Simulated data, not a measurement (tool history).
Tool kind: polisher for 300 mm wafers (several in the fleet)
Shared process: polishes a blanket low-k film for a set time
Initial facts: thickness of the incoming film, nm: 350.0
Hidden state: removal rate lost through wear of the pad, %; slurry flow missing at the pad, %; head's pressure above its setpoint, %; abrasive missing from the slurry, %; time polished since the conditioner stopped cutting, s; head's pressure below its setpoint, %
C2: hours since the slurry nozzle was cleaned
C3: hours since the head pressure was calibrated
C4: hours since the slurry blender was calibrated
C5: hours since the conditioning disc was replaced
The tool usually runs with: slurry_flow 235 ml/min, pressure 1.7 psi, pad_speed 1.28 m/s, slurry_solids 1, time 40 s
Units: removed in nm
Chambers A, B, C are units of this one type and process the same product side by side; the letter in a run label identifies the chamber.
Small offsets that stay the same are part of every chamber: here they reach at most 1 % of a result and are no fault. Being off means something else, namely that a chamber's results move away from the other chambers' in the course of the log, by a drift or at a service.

run 1B hour=7.6 | slurry_flow=235 pressure=1.7 pad_speed=1.28 slurry_solids=1 time=40 | wafers_polished_on_this_pad=772 C2=167.4 C3=827.9 C4=47.3 C5=106.1 | removed=19.964
run 2C hour=13.8 | slurry_flow=235 pressure=1.7 pad_speed=1.28 slurry_solids=1 time=40 | wafers_polished_on_this_pad=312 C2=93.3 C3=517.3 C4=286.1 C5=165.2 | removed=20.275
run 3A hour=22 | slurry_flow=235 pressure=1.7 pad_speed=1.28 slurry_solids=1 time=40 | wafers_polished_on_this_pad=825 C2=213.1 C3=177.1 C4=215 C5=82.3 | removed=20.259
run 4B hour=30.5 | slurry_flow=235 pressure=1.7 pad_speed=1.28 slurry_solids=1 time=40 | wafers_polished_on_this_pad=973 C2=190.3 C3=850.8 C4=70.2 C5=129 | removed=20.576
-- hour=35.4 chamber A: worn pad replaced by a new one
run 5A hour=40.7 | slurry_flow=235 pressure=1.7 pad_speed=1.28 slurry_solids=1 time=40 | wafers_polished_on_this_pad=47 C2=231.8 C3=195.8 C4=233.7 C5=101 | removed=20.178
-- hour=43.3 chamber B: conditioning disc replaced and pad reconditioned
run 6C hour=52.7 | slurry_flow=235 pressure=1.7 pad_speed=1.28 slurry_solids=1 time=40 | wafers_polished_on_this_pad=655 C2=132.2 C3=556.2 C4=325 C5=204.1 | removed=20.377
-- hour=53.2 chamber B: worn pad replaced by a new one
run 7C hour=65.7 | slurry_flow=235 pressure=1.7 pad_speed=1.28 slurry_solids=1 time=40 | wafers_polished_on_this_pad=769 C2=145.2 C3=569.2 C4=338 C5=217.1 | removed=20.284
run 8B hour=72.6 | slurry_flow=235 pressure=1.7 pad_speed=1.28 slurry_solids=1 time=40 | wafers_polished_on_this_pad=171 C2=232.4 C3=892.9 C4=112.3 C5=29.4 | removed=20.409
-- hour=80.6 chamber C: worn pad replaced by a new one
run 9A hour=81.5 | slurry_flow=235 pressure=1.7 pad_speed=1.28 slurry_solids=1 time=33 | wafers_polished_on_this_pad=405 C2=272.6 C3=236.6 C4=274.5 C5=141.8 | removed=16.649
run 10A hour=94.6 | slurry_flow=235 pressure=1.7 pad_speed=1.28 slurry_solids=1 time=33 | wafers_polished_on_this_pad=521 C2=285.7 C3=249.7 C4=287.6 C5=154.9 | removed=16.89
run 11C hour=102 | slurry_flow=235 pressure=1.7 pad_speed=1.28 slurry_solids=1 time=33 | wafers_polished_on_this_pad=188 C2=181.5 C3=605.5 C4=374.3 C5=253.4 | removed=16.837
run 12B hour=113.7 | slurry_flow=235 pressure=1.7 pad_speed=1.28 slurry_solids=1 time=40 | wafers_polished_on_this_pad=532 C2=273.5 C3=934 C4=153.4 C5=70.5 | removed=19.999
-- hour=118.3 chamber A: conditioning disc replaced and pad reconditioned
run 13B hour=126 | slurry_flow=235 pressure=1.7 pad_speed=1.28 slurry_solids=1 time=40 | wafers_polished_on_this_pad=640 C2=285.8 C3=946.3 C4=165.7 C5=82.8 | removed=19.992
run 14C hour=133.3 | slurry_flow=235 pressure=1.7 pad_speed=1.28 slurry_solids=1 time=40 | wafers_polished_on_this_pad=464 C2=212.8 C3=636.8 C4=405.6 C5=284.7 | removed=20.548
run 15A hour=147.1 | slurry_flow=235 pressure=1.7 pad_speed=1.14 slurry_solids=1 time=48 | wafers_polished_on_this_pad=982 C2=338.2 C3=302.2 C4=340.1 C5=28.9 | removed=21.949
-- hour=154.5 chamber A: worn pad replaced by a new one
run 16C hour=160.8 | slurry_flow=235 pressure=1.7 pad_speed=1.14 slurry_solids=1 time=48 | wafers_polished_on_this_pad=705 C2=240.3 C3=664.3 C4=433.1 C5=312.2 | removed=22.509
-- hour=166.6 chamber C: worn pad replaced by a new one
-- hour=167.5 chamber B: conditioning disc replaced and pad reconditioned
run 17B hour=170.4 | slurry_flow=235 pressure=1.7 pad_speed=1.14 slurry_solids=1 time=48 | wafers_polished_on_this_pad=1031 C2=330.2 C3=990.7 C4=210.1 C5=3 | removed=22.355
-- hour=173.3 chamber C: conditioning disc replaced and pad reconditioned
run 18A hour=180.2 | slurry_flow=235 pressure=1.7 pad_speed=1.28 slurry_solids=1 time=40 | wafers_polished_on_this_pad=226 C2=371.3 C3=335.3 C4=373.2 C5=62 | removed=20.587
-- hour=186.5 chamber B: worn pad replaced by a new one
-- hour=191.1 chamber C: head pressure recalibrated
-- hour=191.1 chamber B: slurry blender recalibrated
run 19C hour=191.3 | slurry_flow=235 pressure=1.7 pad_speed=1.28 slurry_solids=1 time=40 | wafers_polished_on_this_pad=218 C2=270.8 C3=0.2 C4=463.6 C5=18 | removed=20.211
run 20A hour=204.8 | slurry_flow=235 pressure=1.7 pad_speed=1.28 slurry_solids=1 time=40 | wafers_polished_on_this_pad=442 C2=395.9 C3=359.9 C4=397.8 C5=86.6 | removed=20.293
-- hour=208.8 chamber C: slurry blender recalibrated
run 21B hour=215.5 | slurry_flow=235 pressure=1.7 pad_speed=1.28 slurry_solids=1 time=40 | wafers_polished_on_this_pad=255 C2=375.3 C3=1035.8 C4=24.4 C5=48.1 | removed=20.134
run 22B hour=221.9 | slurry_flow=235 pressure=2.2 pad_speed=1.42 slurry_solids=1 time=40 | wafers_polished_on_this_pad=311 C2=381.7 C3=1042.2 C4=30.8 C5=54.5 | removed=28.392
run 23C hour=231.6 | slurry_flow=235 pressure=2.2 pad_speed=1.42 slurry_solids=1 time=40 | wafers_polished_on_this_pad=572 C2=311.1 C3=40.5 C4=22.9 C5=58.3 | removed=28.88
run 24A hour=243.9 | slurry_flow=235 pressure=2.2 pad_speed=1.42 slurry_solids=1 time=40 | wafers_polished_on_this_pad=786 C2=435 C3=399 C4=436.9 C5=125.7 | removed=28.737
-- hour=247.1 chamber C: worn pad replaced by a new one
run 25B hour=254.4 | slurry_flow=235 pressure=1.7 pad_speed=1.28 slurry_solids=1 time=40 | wafers_polished_on_this_pad=597 C2=414.2 C3=1074.7 C4=63.3 C5=87 | removed=19.756
-- hour=259.4 chamber A: worn pad replaced by a new one
run 26A hour=264.8 | slurry_flow=235 pressure=1.7 pad_speed=1.28 slurry_solids=1 time=40 | wafers_polished_on_this_pad=47 C2=455.9 C3=419.9 C4=457.8 C5=146.6 | removed=19.947
run 27C hour=273.3 | slurry_flow=235 pressure=1.7 pad_speed=1.28 slurry_solids=1 time=40 | wafers_polished_on_this_pad=230 C2=352.8 C3=82.2 C4=64.6 C5=100 | removed=20.444
run 28A hour=283.6 | slurry_flow=235 pressure=1.7 pad_speed=1.28 slurry_solids=1 time=40 | wafers_polished_on_this_pad=213 C2=474.7 C3=438.7 C4=476.6 C5=165.4 | removed=20.226
-- hour=285.2 chamber A: slurry blender recalibrated
run 29B hour=290.5 | slurry_flow=235 pressure=1.7 pad_speed=1.28 slurry_solids=1 time=40 | wafers_polished_on_this_pad=914 C2=450.3 C3=1110.8 C4=99.4 C5=123.1 | removed=19.247
-- hour=293.6 chamber B: conditioning disc replaced and pad reconditioned
-- hour=295 chamber A: conditioning disc replaced and pad reconditioned
-- hour=296.3 chamber B: worn pad replaced by a new one
-- hour=297.3 chamber B: slurry nozzle cleaned
run 30C hour=301 | slurry_flow=235 pressure=1.7 pad_speed=1.28 slurry_solids=1 time=40 | wafers_polished_on_this_pad=474 C2=380.5 C3=109.9 C4=92.3 C5=127.7 | removed=20.274
run 31C hour=308.7 | slurry_flow=235 pressure=1.7 pad_speed=1.28 slurry_solids=1 time=40 | wafers_polished_on_this_pad=541 C2=388.2 C3=117.6 C4=100 C5=135.4 | removed=20.576
run 32A hour=316.8 | slurry_flow=235 pressure=1.7 pad_speed=1.28 slurry_solids=1 time=40 | wafers_polished_on_this_pad=505 C2=507.9 C3=471.9 C4=31.7 C5=21.8 | removed=20.341
run 33B hour=328 | slurry_flow=235 pressure=1.7 pad_speed=0.98 slurry_solids=1 time=40 | wafers_polished_on_this_pad=279 C2=30.8 C3=1148.3 C4=136.9 C5=34.5 | removed=15.491
run 34B hour=337.8 | slurry_flow=235 pressure=1.7 pad_speed=0.98 slurry_solids=1 time=40 | wafers_polished_on_this_pad=365 C2=40.6 C3=1158.1 C4=146.7 C5=44.3 | removed=15.546
-- hour=342.2 chamber C: worn pad replaced by a new one
run 35A hour=350.6 | slurry_flow=235 pressure=1.7 pad_speed=0.98 slurry_solids=1 time=40 | wafers_polished_on_this_pad=802 C2=541.7 C3=505.7 C4=65.5 C5=55.6 | removed=16.027
run 36C hour=358 | slurry_flow=235 pressure=1.7 pad_speed=1.28 slurry_solids=1 time=40 | wafers_polished_on_this_pad=139 C2=437.5 C3=166.9 C4=149.3 C5=184.7 | removed=20.373
-- hour=369.3 chamber A: worn pad replaced by a new one
run 37B hour=370.4 | slurry_flow=235 pressure=1.7 pad_speed=1.28 slurry_solids=1 time=40 | wafers_polished_on_this_pad=652 C2=73.2 C3=1190.7 C4=179.3 C5=76.9 | removed=19.084
run 38C hour=384.3 | slurry_flow=235 pressure=1.7 pad_speed=1.28 slurry_solids=1 time=40 | wafers_polished_on_this_pad=370 C2=463.8 C3=193.2 C4=175.6 C5=211 | removed=20.482
run 39A hour=391 | slurry_flow=235 pressure=1.7 pad_speed=1.28 slurry_solids=1 time=40 | wafers_polished_on_this_pad=191 C2=582.1 C3=546.1 C4=105.9 C5=96 | removed=19.83
run 40C hour=402.2 | slurry_flow=235 pressure=1.7 pad_speed=1.28 slurry_solids=1 time=40 | wafers_polished_on_this_pad=528 C2=481.7 C3=211.1 C4=193.5 C5=228.9 | removed=20.087
-- hour=403.1 chamber B: slurry blender recalibrated
-- hour=407.7 chamber B: conditioning disc replaced and pad reconditioned
run 41B hour=408.7 | slurry_flow=235 pressure=1.7 pad_speed=1.28 slurry_solids=1 time=40 | wafers_polished_on_this_pad=988 C2=111.5 C3=1229 C4=5.6 C5=1 | removed=18.194
-- hour=411.6 chamber B: worn pad replaced by a new one
run 42A hour=420.2 | slurry_flow=160 pressure=1.7 pad_speed=1.28 slurry_solids=1 time=49 | wafers_polished_on_this_pad=448 C2=611.3 C3=575.3 C4=135.1 C5=125.2 | removed=23.301
run 43B hour=426.5 | slurry_flow=160 pressure=1.7 pad_speed=1.28 slurry_solids=1 time=49 | wafers_polished_on_this_pad=131 C2=129.3 C3=1246.8 C4=23.4 C5=18.8 | removed=21.143
run 44A hour=437 | slurry_flow=160 pressure=1.7 pad_speed=1.28 slurry_solids=1 time=49 | wafers_polished_on_this_pad=595 C2=628.1 C3=592.1 C4=151.9 C5=142 | removed=23.622

All 3 chambers run these settings next. Forecast each chamber's results:
run 45A hour=447.1 | slurry_flow=235 pressure=1.7 pad_speed=1.28 slurry_solids=1 time=40 | removed=?
run 45B hour=447.1 | slurry_flow=235 pressure=1.7 pad_speed=1.28 slurry_solids=1 time=40 | removed=?
run 45C hour=447.1 | slurry_flow=235 pressure=1.7 pad_speed=1.28 slurry_solids=1 time=40 | removed=?

run=45A removed=20.345
run=45B removed=18.271
run=45C removed=20.388
